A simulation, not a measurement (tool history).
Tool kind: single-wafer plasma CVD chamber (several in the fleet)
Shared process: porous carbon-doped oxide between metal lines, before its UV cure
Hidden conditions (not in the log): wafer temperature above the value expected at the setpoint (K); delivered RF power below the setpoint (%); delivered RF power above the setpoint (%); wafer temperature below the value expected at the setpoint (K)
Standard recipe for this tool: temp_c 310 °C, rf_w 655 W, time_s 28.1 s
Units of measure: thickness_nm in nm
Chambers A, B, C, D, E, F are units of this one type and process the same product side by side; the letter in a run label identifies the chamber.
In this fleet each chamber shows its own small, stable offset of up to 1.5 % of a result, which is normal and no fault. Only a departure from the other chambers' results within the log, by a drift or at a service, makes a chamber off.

| run | hour | temp_c | rf_w | time_s | hours since the last thermocouple change | hours since the last RF generator calibration | read-back reference wafer on the same gauge, thickness_nm | thickness_nm |
|---|---|---|---|---|---|---|---|---|
| 1A | 3.2 | 310 | 655 | 28.1 | 941.9 | 580.5 | 196.95 | 171.54 |
| 2B | 6.4 | 310 | 655 | 28.1 | 1392.5 | 2197.7 | 196.89 | 170.24 |
| 3E | 10.6 | 310 | 655 | 28.1 | 2053.7 | 503.5 | 197.06 | 172.41 |
| 4F | 14.7 | 310 | 655 | 28.1 | 977 | 893.6 | 197.11 | 170.56 |
| 5C | 18.3 | 310 | 655 | 28.1 | 602.6 | 1682.8 | 197.15 | 172.54 |
| 6D | 21.3 | 310 | 655 | 28.1 | 268.8 | 576.4 | 197.14 | 173.48 |
| 7A | 25.5 | 310 | 655 | 28.1 | 964.2 | 602.8 | 196.9 | 171.11 |
| 8F | 27.5 | 310 | 655 | 28.1 | 989.8 | 906.4 | 196.83 | 170.92 |
| 9B | 31.2 | 310 | 655 | 28.1 | 1417.3 | 2222.5 | 197.02 | 169.54 |
| 10E | 34.4 | 310 | 655 | 28.1 | 2077.5 | 527.3 | 196.96 | 171.85 |
| 11C | 37.4 | 310 | 655 | 28.1 | 621.7 | 1701.9 | 197 | 172.14 |
| 12D | 41.6 | 310 | 655 | 28.1 | 289.1 | 596.7 | 197.08 | 173.72 |
| 13D | 44.3 | 310 | 655 | 28.1 | 291.8 | 599.4 | 197.11 | 172.44 |
| 14E | 47.2 | 310 | 655 | 28.1 | 2090.3 | 540.1 | 196.96 | 171.4 |
| 15A | 49.2 | 310 | 760 | 28.1 | 987.9 | 626.5 | 196.87 | 185.71 |
| 16C | 52.5 | 310 | 760 | 28.1 | 636.8 | 1717 | 197.06 | 189.42 |
|  | 54.6 | chamber C: RF generator calibrated |
| 17F | 56 | 310 | 760 | 28.1 | 1018.3 | 934.9 | 196.86 | 188.11 |
| 18B | 59.9 | 310 | 760 | 28.1 | 1446 | 2251.2 | 197 | 187.84 |
| 19A | 62.8 | 310 | 760 | 28.1 | 1001.5 | 640.1 | 196.73 | 184.82 |
| 20B | 66 | 310 | 760 | 28.1 | 1452.1 | 2257.3 | 196.76 | 187.75 |
| 21F | 69.4 | 310 | 655 | 28.1 | 1031.7 | 948.3 | 197.09 | 170.81 |
| 22C | 71.7 | 310 | 760 | 30.3 | 656 | 17.2 | 197.05 | 204.3 |
| 23E | 75.4 | 310 | 760 | 30.3 | 2118.5 | 568.3 | 196.89 | 202.81 |
| 24D | 77.5 | 310 | 760 | 30.3 | 325 | 632.6 | 197.16 | 205.23 |
| 25D | 81.3 | 310 | 760 | 30.3 | 328.8 | 636.4 | 197.2 | 204.57 |
| 26E | 84.1 | 310 | 760 | 30.3 | 2127.2 | 577 | 196.91 | 204.34 |
|  | 84.5 | chamber B: thermocouple changed; heater temperature recalibrated |
| 27F | 85.9 | 310 | 760 | 30.3 | 1048.2 | 964.8 | 197.06 | 201.87 |
| 28C | 88.1 | 310 | 655 | 28.1 | 672.4 | 33.6 | 197.23 | 172.42 |
| 29B | 92.3 | 310 | 655 | 28.1 | 7.8 | 2283.6 | 196.92 | 169.73 |
| 30A | 96.6 | 310 | 655 | 28.1 | 1035.3 | 673.9 | 197.04 | 168.2 |
| 31D | 100.8 | 310 | 655 | 28.1 | 348.3 | 655.9 | 196.89 | 174.71 |
| 32E | 104.9 | 310 | 535 | 26.2 | 2148 | 597.8 | 197.21 | 139.39 |
| 33F | 106.9 | 310 | 535 | 26.2 | 1069.2 | 985.8 | 196.83 | 139.02 |
| 34A | 111.2 | 310 | 535 | 26.2 | 1049.9 | 688.5 | 196.96 | 135.11 |
| 35B | 114.6 | 310 | 535 | 26.2 | 30.1 | 2305.9 | 196.77 | 138.23 |
| 36C | 118.4 | 310 | 535 | 26.2 | 702.7 | 63.9 | 197.22 | 140.02 |
| 37C | 122.1 | 310 | 535 | 26.2 | 706.4 | 67.6 | 196.89 | 140.82 |
|  | 124 | chamber B: RF generator calibrated |
| 38F | 125.1 | 310 | 655 | 28.1 | 1087.4 | 1004 | 197.12 | 171.75 |
| 39A | 128.7 | 310 | 655 | 28.1 | 1067.4 | 706 | 196.94 | 164.51 |
| 40B | 132.3 | 310 | 655 | 28.1 | 47.8 | 8.3 | 197.21 | 170.08 |
| 41D | 135.9 | 310 | 655 | 28.1 | 383.4 | 691 | 196.89 | 173.09 |
| 42E | 139.7 | 310 | 655 | 28.1 | 2182.8 | 632.6 | 196.95 | 170 |
| 43D | 142.1 | 310 | 655 | 28.1 | 389.6 | 697.2 | 197.08 | 174.24 |

All chambers now run identical settings, listed one chamber a line with results as question marks. What results will each chamber show?
| 44A | 145.2 | 320 | 655 | 28.1 |  |  |  | ? |
| 44B | 145.2 | 320 | 655 | 28.1 |  |  |  | ? |
| 44C | 145.2 | 320 | 655 | 28.1 |  |  |  | ? |
| 44D | 145.2 | 320 | 655 | 28.1 |  |  |  | ? |
| 44E | 145.2 | 320 | 655 | 28.1 |  |  |  | ? |
| 44F | 145.2 | 320 | 655 | 28.1 |  |  |  | ? |

| run | thickness_nm |
|---|---|
| 44A | 155.36 |
| 44B | 161.67 |
| 44C | 163.41 |
| 44D | 163.79 |
| 44E | 162.56 |
| 44F | 161.77 |

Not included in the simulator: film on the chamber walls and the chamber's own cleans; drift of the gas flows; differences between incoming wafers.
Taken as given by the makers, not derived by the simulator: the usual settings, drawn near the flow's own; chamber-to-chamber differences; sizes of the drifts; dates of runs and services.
